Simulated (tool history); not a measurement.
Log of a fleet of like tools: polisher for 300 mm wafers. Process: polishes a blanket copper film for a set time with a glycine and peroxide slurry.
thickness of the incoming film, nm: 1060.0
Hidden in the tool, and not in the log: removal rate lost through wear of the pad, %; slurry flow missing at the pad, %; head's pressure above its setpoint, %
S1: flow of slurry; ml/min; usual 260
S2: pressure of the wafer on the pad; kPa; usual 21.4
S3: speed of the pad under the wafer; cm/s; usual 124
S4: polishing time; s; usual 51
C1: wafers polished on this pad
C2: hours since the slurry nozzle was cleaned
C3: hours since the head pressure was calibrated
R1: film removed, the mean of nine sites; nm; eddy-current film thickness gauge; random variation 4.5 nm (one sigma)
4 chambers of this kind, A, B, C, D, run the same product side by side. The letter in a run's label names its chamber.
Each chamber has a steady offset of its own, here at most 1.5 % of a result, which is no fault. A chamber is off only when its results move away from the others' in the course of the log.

run   hour   S1    S2   S3  S4    C1     C2     C3      R1
 1C   12.3  260  21.4  124  51   368   17.9  344.7  423.31
      16.5  -- chamber B: worn pad replaced by a new one
 2D   20.3  260  21.4  124  51   637  513.9   56.9  424.21
      28.8  -- chamber B: head pressure recalibrated
 3A   31.0  260  21.4  124  51   601  110.8  720.7  417.39
 4B   36.7  260  21.4  124  51   178  338.0    7.9  424.33
 5A   45.0  260  15.9  124  60   724  124.8  734.7  371.24
 6B   53.0  260  15.9  124  60   321  354.3   24.2  378.29
 7C   65.1  260  15.9  124  60   831   70.7  397.5  386.17
      75.4  -- chamber A: head pressure recalibrated
 8D   75.9  260  15.9  124  60  1124  569.5  112.5  382.47
 9A   83.0  260  21.4  124  51  1057  162.8    7.6  409.16
      89.0  -- chamber B: worn pad replaced by a new one
10D   91.5  215  25.5  124  51  1261  585.1  128.1  484.26
      95.5  -- chamber C: head pressure recalibrated
      99.7  -- chamber D: worn pad replaced by a new one
11C  103.1  215  25.5  124  51  1164  108.7    7.6  481.54
12B  114.2  215  25.5  124  51   221  415.5   85.4  478.51
     118.7  -- chamber C: worn pad replaced by a new one
13A  126.2  215  25.5  124  51  1436  206.0   50.8  465.80
14D  138.2  260  21.4  124  51   338  631.8  174.8  422.04
15C  150.3  260  21.4  124  51   277  155.9   54.8  414.54
16B  157.7  260  21.4  124  51   603  459.0  128.9  418.93
17D  165.0  260  21.4  124  51   573  658.6  201.6  426.97
18C  173.6  260  21.4  124  51   482  179.2   78.1  425.18
19B  180.4  260  21.4  124  51   802  481.7  151.6  414.00
     180.9  -- chamber B: worn pad replaced by a new one
20A  186.2  260  21.4  124  51  1963  266.0  110.8  391.28
21B  195.2  260  21.4  124  51   125  496.5  166.4  415.92
22A  205.8  260  21.4  124  51  2135  285.6  130.4  390.69
23C  212.6  260  21.4  124  51   824  218.2  117.1  415.37
24D  220.0  260  21.4  124  51  1056  713.6  256.6  423.10
25B  229.1  260  21.4  124  51   423  530.4  200.3  423.35
     233.4  -- chamber D: slurry nozzle cleaned
26A  241.0  260  21.4  124  51  2444  320.8  165.6  388.69
27D  252.9  260  21.4  124  51  1344   19.5  289.5  420.06
28C  261.0  260  16.5  138  51  1248  266.6  165.5  359.52
     267.8  -- chamber D: worn pad replaced by a new one
     269.5  -- chamber B: worn pad replaced by a new one
29C  273.6  260  16.5  138  51  1359  279.2  178.1  369.65
     279.3  -- chamber B: slurry nozzle cleaned
     283.0  -- chamber C: worn pad replaced by a new one
30D  283.7  260  16.5  138  51   139   50.3  320.3  373.31
31A  291.6  260  16.5  138  51  2888  371.4  216.2  334.91
32B  302.9  260  21.4  124  51   293   23.7  274.1  415.47
33D  313.2  260  21.4  124  51   398   79.8  349.8  421.09
34C  323.0  260  21.4  124  51   351  328.6  227.5  413.56

All 4 chambers run these settings next. Forecast each chamber's results:
35A  332.1  260  14.5  124  51               ?
35B  332.1  260  14.5  124  51               ?
35C  332.1  260  14.5  124  51               ?
35D  332.1  260  14.5  124  51               ?

run      R1
35A  264.90
35B  302.02
35C  305.57
35D  303.94
